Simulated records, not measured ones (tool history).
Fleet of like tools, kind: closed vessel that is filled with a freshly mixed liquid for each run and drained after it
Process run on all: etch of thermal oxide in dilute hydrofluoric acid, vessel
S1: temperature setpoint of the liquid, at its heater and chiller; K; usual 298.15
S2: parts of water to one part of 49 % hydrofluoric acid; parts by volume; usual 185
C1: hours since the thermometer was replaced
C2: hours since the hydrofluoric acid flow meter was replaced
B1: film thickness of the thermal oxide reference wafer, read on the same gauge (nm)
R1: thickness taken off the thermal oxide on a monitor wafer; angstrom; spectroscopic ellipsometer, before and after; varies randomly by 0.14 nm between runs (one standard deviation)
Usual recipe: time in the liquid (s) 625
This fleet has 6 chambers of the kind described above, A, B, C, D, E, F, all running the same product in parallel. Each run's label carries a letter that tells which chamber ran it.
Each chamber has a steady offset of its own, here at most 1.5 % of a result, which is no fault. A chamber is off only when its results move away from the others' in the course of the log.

run 1E hour=2.9 | S1=298.15 S2=185 time_in_the_liquid_(s)=625 | C1=599.2 C2=915.1 | B1=90.007 | R1=148.370
run 2F hour=6.6 | S1=298.15 S2=185 time_in_the_liquid_(s)=625 | C1=1201.6 C2=65.8 | B1=89.998 | R1=148.900
run 3C hour=10.6 | S1=298.15 S2=185 time_in_the_liquid_(s)=625 | C1=1229.1 C2=120.3 | B1=89.951 | R1=143.130
run 4D hour=13.0 | S1=298.15 S2=185 time_in_the_liquid_(s)=625 | C1=1498.6 C2=887.2 | B1=89.972 | R1=144.360
run 5B hour=17.2 | S1=298.15 S2=185 time_in_the_liquid_(s)=625 | C1=1199.6 C2=1026.1 | B1=89.966 | R1=148.500
run 6A hour=21.8 | S1=298.15 S2=100 time_in_the_liquid_(s)=625 | C1=341.4 C2=881.7 | B1=89.948 | R1=306.920
run 7B hour=26.3 | S1=298.15 S2=100 time_in_the_liquid_(s)=625 | C1=1208.7 C2=1035.2 | B1=90.015 | R1=306.960
run 8E hour=29.1 | S1=298.15 S2=100 time_in_the_liquid_(s)=625 | C1=625.4 C2=941.3 | B1=89.982 | R1=295.230
run 9D hour=31.3 | S1=298.15 S2=100 time_in_the_liquid_(s)=625 | C1=1516.9 C2=905.5 | B1=90.017 | R1=299.040
run 10C hour=36.3 | S1=298.15 S2=100 time_in_the_liquid_(s)=625 | C1=1254.8 C2=146.0 | B1=89.968 | R1=299.640
run 11A hour=40.2 | S1=298.15 S2=100 time_in_the_liquid_(s)=625 | C1=359.8 C2=900.1 | B1=89.983 | R1=300.250
run 12F hour=43.2 | S1=298.15 S2=185 time_in_the_liquid_(s)=625 | C1=1238.2 C2=102.4 | B1=90.001 | R1=148.560
run 13C hour=45.9 | S1=298.15 S2=185 time_in_the_liquid_(s)=625 | C1=1264.4 C2=155.6 | B1=89.997 | R1=147.470
run 14D hour=50.5 | S1=298.15 S2=185 time_in_the_liquid_(s)=625 | C1=1536.1 C2=924.7 | B1=90.001 | R1=143.880
run 15B hour=52.7 | S1=298.15 S2=185 time_in_the_liquid_(s)=625 | C1=1235.1 C2=1061.6 | B1=89.977 | R1=147.580
run 16F hour=56.7 | S1=296.15 S2=245 time_in_the_liquid_(s)=625 | C1=1251.7 C2=115.9 | B1=89.996 | R1=99.258
run 17A hour=61.5 | S1=296.15 S2=245 time_in_the_liquid_(s)=625 | C1=381.1 C2=921.4 | B1=89.960 | R1=98.125
run 18E hour=64.4 | S1=296.15 S2=245 time_in_the_liquid_(s)=625 | C1=660.7 C2=976.6 | B1=90.061 | R1=95.524
run 19B hour=69.4 | S1=296.15 S2=245 time_in_the_liquid_(s)=625 | C1=1251.8 C2=1078.3 | B1=89.973 | R1=95.687
run 20A hour=74.0 | S1=296.15 S2=245 time_in_the_liquid_(s)=625 | C1=393.6 C2=933.9 | B1=90.045 | R1=98.115
run 21D hour=78.8 | S1=296.15 S2=245 time_in_the_liquid_(s)=625 | C1=1564.4 C2=953.0 | B1=89.987 | R1=95.481
run 22F hour=81.0 | S1=298.15 S2=185 time_in_the_liquid_(s)=625 | C1=1276.0 C2=140.2 | B1=90.005 | R1=146.600
run 23E hour=84.7 | S1=298.15 S2=185 time_in_the_liquid_(s)=625 | C1=681.0 C2=996.9 | B1=90.033 | R1=146.710
run 24C hour=87.0 | S1=298.15 S2=185 time_in_the_liquid_(s)=625 | C1=1305.5 C2=196.7 | B1=90.036 | R1=147.630
run 25B hour=89.4 | S1=298.15 S2=230 time_in_the_liquid_(s)=625 | C1=1271.8 C2=1098.3 | B1=90.004 | R1=111.980
run 26A hour=92.3 | S1=298.15 S2=230 time_in_the_liquid_(s)=625 | C1=411.9 C2=952.2 | B1=89.966 | R1=109.740
run 27F hour=96.2 | S1=298.15 S2=230 time_in_the_liquid_(s)=625 | C1=1291.2 C2=155.4 | B1=90.015 | R1=112.560
run 28E hour=98.9 | S1=298.15 S2=230 time_in_the_liquid_(s)=625 | C1=695.2 C2=1011.1 | B1=90.013 | R1=113.040
run 29D hour=101.5 | S1=298.15 S2=230 time_in_the_liquid_(s)=625 | C1=1587.1 C2=975.7 | B1=90.029 | R1=112.150
run 30C hour=105.6 | S1=298.15 S2=230 time_in_the_liquid_(s)=625 | C1=1324.1 C2=215.3 | B1=90.003 | R1=109.690
run 31A hour=109.2 | S1=298.15 S2=185 time_in_the_liquid_(s)=625 | C1=428.8 C2=969.1 | B1=90.010 | R1=143.660
run 32B hour=113.4 | S1=298.15 S2=185 time_in_the_liquid_(s)=625 | C1=1295.8 C2=1122.3 | B1=89.972 | R1=148.660
run 33E hour=115.7 | S1=298.15 S2=185 time_in_the_liquid_(s)=625 | C1=712.0 C2=1027.9 | B1=90.035 | R1=145.900
run 34C hour=118.6 | S1=298.15 S2=185 time_in_the_liquid_(s)=625 | C1=1337.1 C2=228.3 | B1=90.017 | R1=144.890
run 35F hour=123.5 | S1=298.15 S2=185 time_in_the_liquid_(s)=625 | C1=1318.5 C2=182.7 | B1=89.983 | R1=148.110
run 36D hour=125.7 | S1=298.15 S2=185 time_in_the_liquid_(s)=625 | C1=1611.3 C2=999.9 | B1=89.973 | R1=145.150
run 37E hour=127.9 | S1=298.15 S2=185 time_in_the_liquid_(s)=625 | C1=724.2 C2=1040.1 | B1=89.986 | R1=146.240
run 38B hour=131.9 | S1=298.15 S2=185 time_in_the_liquid_(s)=625 | C1=1314.3 C2=1140.8 | B1=89.983 | R1=148.190
run 39F hour=136.5 | S1=298.15 S2=185 time_in_the_liquid_(s)=625 | C1=1331.5 C2=195.7 | B1=89.962 | R1=148.430
run 40D hour=139.0 | S1=298.15 S2=185 time_in_the_liquid_(s)=625 | C1=1624.6 C2=1013.2 | B1=90.027 | R1=147.570
run 41A hour=143.3 | S1=298.15 S2=185 time_in_the_liquid_(s)=625 | C1=462.9 C2=1003.2 | B1=90.028 | R1=139.740
run 42C hour=147.1 | S1=298.15 S2=185 time_in_the_liquid_(s)=625 | C1=1365.6 C2=256.8 | B1=90.064 | R1=145.530
run 43D hour=150.2 | S1=298.15 S2=185 time_in_the_liquid_(s)=625 | C1=1635.8 C2=1024.4 | B1=89.965 | R1=145.570
run 44F hour=153.2 | S1=298.15 S2=185 time_in_the_liquid_(s)=625 | C1=1348.2 C2=212.4 | B1=90.014 | R1=150.180

What goes on in this fleet: one chamber off, a drifting gauge, or nothing beyond the chambers' own small offsets? Name the chamber and the cause, if any.

It is chamber A that slowly wanders off from its peers.
Cause: hydrofluoric acid flow below the setpoint (%) = 4.47.
With only this log, it may be confused with: liquid colder than its thermometer reads (K).

Chamber A could run next with any of the 4 candidate recipes listed below; each alters the usual settings, and their results appear as question marks. Which one brings its results back in line with what the other chambers deliver on the usual settings?
In-line tolerance around the mean of the other chambers on the usual settings: R1 4.800 angstrom
run 45A-1 hour=156.7 | S1=298.15 S2=180 time_in_the_liquid_(s)=640 | R1=?
run 45A-2 hour=156.7 | S1=301.15 S2=185 time_in_the_liquid_(s)=625 | R1=?
run 45A-3 hour=156.7 | S1=298.15 S2=195 time_in_the_liquid_(s)=590 | R1=?
run 45A-4 hour=156.7 | S1=296.65 S2=185 time_in_the_liquid_(s)=625 | R1=?

Usual-settings mean across the other chambers: R1 146.690 angstrom
run=45A-1 R1=148.270
run=45A-2 R1=155.920
run=45A-3 R1=124.090
run=45A-4 R1=132.680
With 45A-1, the chamber falls back in line with the rest.
